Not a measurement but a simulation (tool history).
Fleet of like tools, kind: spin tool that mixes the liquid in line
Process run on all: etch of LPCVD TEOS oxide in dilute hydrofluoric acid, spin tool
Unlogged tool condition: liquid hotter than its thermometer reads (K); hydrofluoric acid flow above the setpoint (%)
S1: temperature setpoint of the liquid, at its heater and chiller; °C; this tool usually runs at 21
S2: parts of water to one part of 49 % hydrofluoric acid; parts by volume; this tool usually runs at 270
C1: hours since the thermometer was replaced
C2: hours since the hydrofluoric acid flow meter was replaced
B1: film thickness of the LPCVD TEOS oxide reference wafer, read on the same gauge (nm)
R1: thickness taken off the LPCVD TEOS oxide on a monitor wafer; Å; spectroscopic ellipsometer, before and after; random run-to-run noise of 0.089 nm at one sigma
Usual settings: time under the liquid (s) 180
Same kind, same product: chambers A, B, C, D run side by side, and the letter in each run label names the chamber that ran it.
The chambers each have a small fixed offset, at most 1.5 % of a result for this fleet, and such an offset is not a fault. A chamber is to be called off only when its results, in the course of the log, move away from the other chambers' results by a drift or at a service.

run 1A day=0.121 | S1=21 S2=270 time_under_the_liquid_(s)=180 | C1=494.1 C2=383.5 | B1=119.98 | R1=105.69
run 2C day=0.275 | S1=21 S2=270 time_under_the_liquid_(s)=180 | C1=69.6 C2=512.5 | B1=119.98 | R1=106.49
run 3D day=0.404 | S1=21 S2=270 time_under_the_liquid_(s)=180 | C1=1162.6 C2=837.9 | B1=120.01 | R1=104.29
run 4B day=0.525 | S1=21 S2=270 time_under_the_liquid_(s)=180 | C1=400.4 C2=540.7 | B1=119.96 | R1=105.97
run 5B day=0.621 | S1=21 S2=270 time_under_the_liquid_(s)=180 | C1=402.7 C2=543.0 | B1=120.01 | R1=104.22
run 6A day=0.717 | S1=21 S2=270 time_under_the_liquid_(s)=180 | C1=508.4 C2=397.8 | B1=120.02 | R1=105.62
run 7D day=0.829 | S1=21 S2=270 time_under_the_liquid_(s)=180 | C1=1172.8 C2=848.1 | B1=120.02 | R1=106.10
run 8C day=0.975 | S1=21 S2=270 time_under_the_liquid_(s)=180 | C1=86.4 C2=529.3 | B1=119.97 | R1=104.79
run 9A day=1.146 | S1=21 S2=270 time_under_the_liquid_(s)=180 | C1=518.7 C2=408.1 | B1=120.01 | R1=104.83
run 10B day=1.242 | S1=21 S2=270 time_under_the_liquid_(s)=180 | C1=417.6 C2=557.9 | B1=120.00 | R1=105.49
run 11D day=1.454 | S1=21 S2=270 time_under_the_liquid_(s)=180 | C1=1187.8 C2=863.1 | B1=119.99 | R1=106.95
run 12C day=1.658 | S1=21 S2=270 time_under_the_liquid_(s)=180 | C1=102.8 C2=545.7 | B1=119.98 | R1=106.06
run 13D day=1.838 | S1=21 S2=270 time_under_the_liquid_(s)=180 | C1=1197.0 C2=872.3 | B1=120.03 | R1=107.61
run 14A day=1.971 | S1=21 S2=270 time_under_the_liquid_(s)=180 | C1=538.5 C2=427.9 | B1=119.99 | R1=105.88
run 15B day=2.158 | S1=21 S2=270 time_under_the_liquid_(s)=180 | C1=439.6 C2=579.9 | B1=120.02 | R1=104.94
run 16C day=2.362 | S1=21 S2=270 time_under_the_liquid_(s)=180 | C1=119.7 C2=562.6 | B1=119.99 | R1=106.64
run 17B day=2.492 | S1=21 S2=270 time_under_the_liquid_(s)=180 | C1=447.6 C2=587.9 | B1=119.98 | R1=104.72
run 18C day=2.654 | S1=21 S2=270 time_under_the_liquid_(s)=180 | C1=126.7 C2=569.6 | B1=120.00 | R1=107.05
run 19A day=2.762 | S1=21 S2=270 time_under_the_liquid_(s)=180 | C1=557.5 C2=446.9 | B1=120.02 | R1=105.38
-- day=2.896 chamber B: thermometer replaced
run 20D day=2.938 | S1=21 S2=270 time_under_the_liquid_(s)=180 | C1=1223.4 C2=898.7 | B1=119.97 | R1=107.05
run 21D day=3.079 | S1=21 S2=270 time_under_the_liquid_(s)=180 | C1=1226.8 C2=902.1 | B1=119.98 | R1=106.70
run 22B day=3.208 | S1=21 S2=270 time_under_the_liquid_(s)=180 | C1=7.5 C2=605.1 | B1=120.02 | R1=103.60
run 23A day=3.367 | S1=21 S2=270 time_under_the_liquid_(s)=180 | C1=572.0 C2=461.4 | B1=120.01 | R1=106.36
run 24C day=3.483 | S1=21 S2=270 time_under_the_liquid_(s)=180 | C1=146.6 C2=589.5 | B1=120.02 | R1=110.44
run 25A day=3.633 | S1=24 S2=270 time_under_the_liquid_(s)=240 | C1=578.4 C2=467.8 | B1=119.97 | R1=160.38
run 26B day=3.788 | S1=24 S2=270 time_under_the_liquid_(s)=240 | C1=21.4 C2=619.0 | B1=120.00 | R1=157.96
run 27D day=3.888 | S1=24 S2=270 time_under_the_liquid_(s)=240 | C1=1246.2 C2=921.5 | B1=120.04 | R1=157.95
run 28C day=4.021 | S1=24 S2=270 time_under_the_liquid_(s)=240 | C1=159.5 C2=602.4 | B1=119.99 | R1=169.01
run 29B day=4.225 | S1=21 S2=270 time_under_the_liquid_(s)=180 | C1=31.9 C2=629.5 | B1=119.98 | R1=104.38
run 30C day=4.404 | S1=21 S2=270 time_under_the_liquid_(s)=180 | C1=168.7 C2=611.6 | B1=119.97 | R1=113.79
run 31A day=4.558 | S1=21 S2=270 time_under_the_liquid_(s)=180 | C1=600.6 C2=490.0 | B1=120.01 | R1=105.95
run 32D day=4.650 | S1=21 S2=270 time_under_the_liquid_(s)=180 | C1=1264.5 C2=939.8 | B1=120.03 | R1=105.71
run 33A day=4.825 | S1=21 S2=270 time_under_the_liquid_(s)=180 | C1=607.0 C2=496.4 | B1=120.03 | R1=105.65
run 34D day=4.950 | S1=21 S2=270 time_under_the_liquid_(s)=180 | C1=1271.7 C2=947.0 | B1=120.00 | R1=105.24
run 35B day=5.096 | S1=21 S2=270 time_under_the_liquid_(s)=180 | C1=52.8 C2=650.4 | B1=120.01 | R1=104.35

For the next run the whole fleet of 4 chambers uses the same settings. Give each chamber's results:
run 36A day=5.254 | S1=21 S2=270 time_under_the_liquid_(s)=180 | R1=?
run 36B day=5.254 | S1=21 S2=270 time_under_the_liquid_(s)=180 | R1=?
run 36C day=5.254 | S1=21 S2=270 time_under_the_liquid_(s)=180 | R1=?
run 36D day=5.254 | S1=21 S2=270 time_under_the_liquid_(s)=180 | R1=?

run=36A R1=105.94
run=36B R1=105.74
run=36C R1=118.77
run=36D R1=107.29

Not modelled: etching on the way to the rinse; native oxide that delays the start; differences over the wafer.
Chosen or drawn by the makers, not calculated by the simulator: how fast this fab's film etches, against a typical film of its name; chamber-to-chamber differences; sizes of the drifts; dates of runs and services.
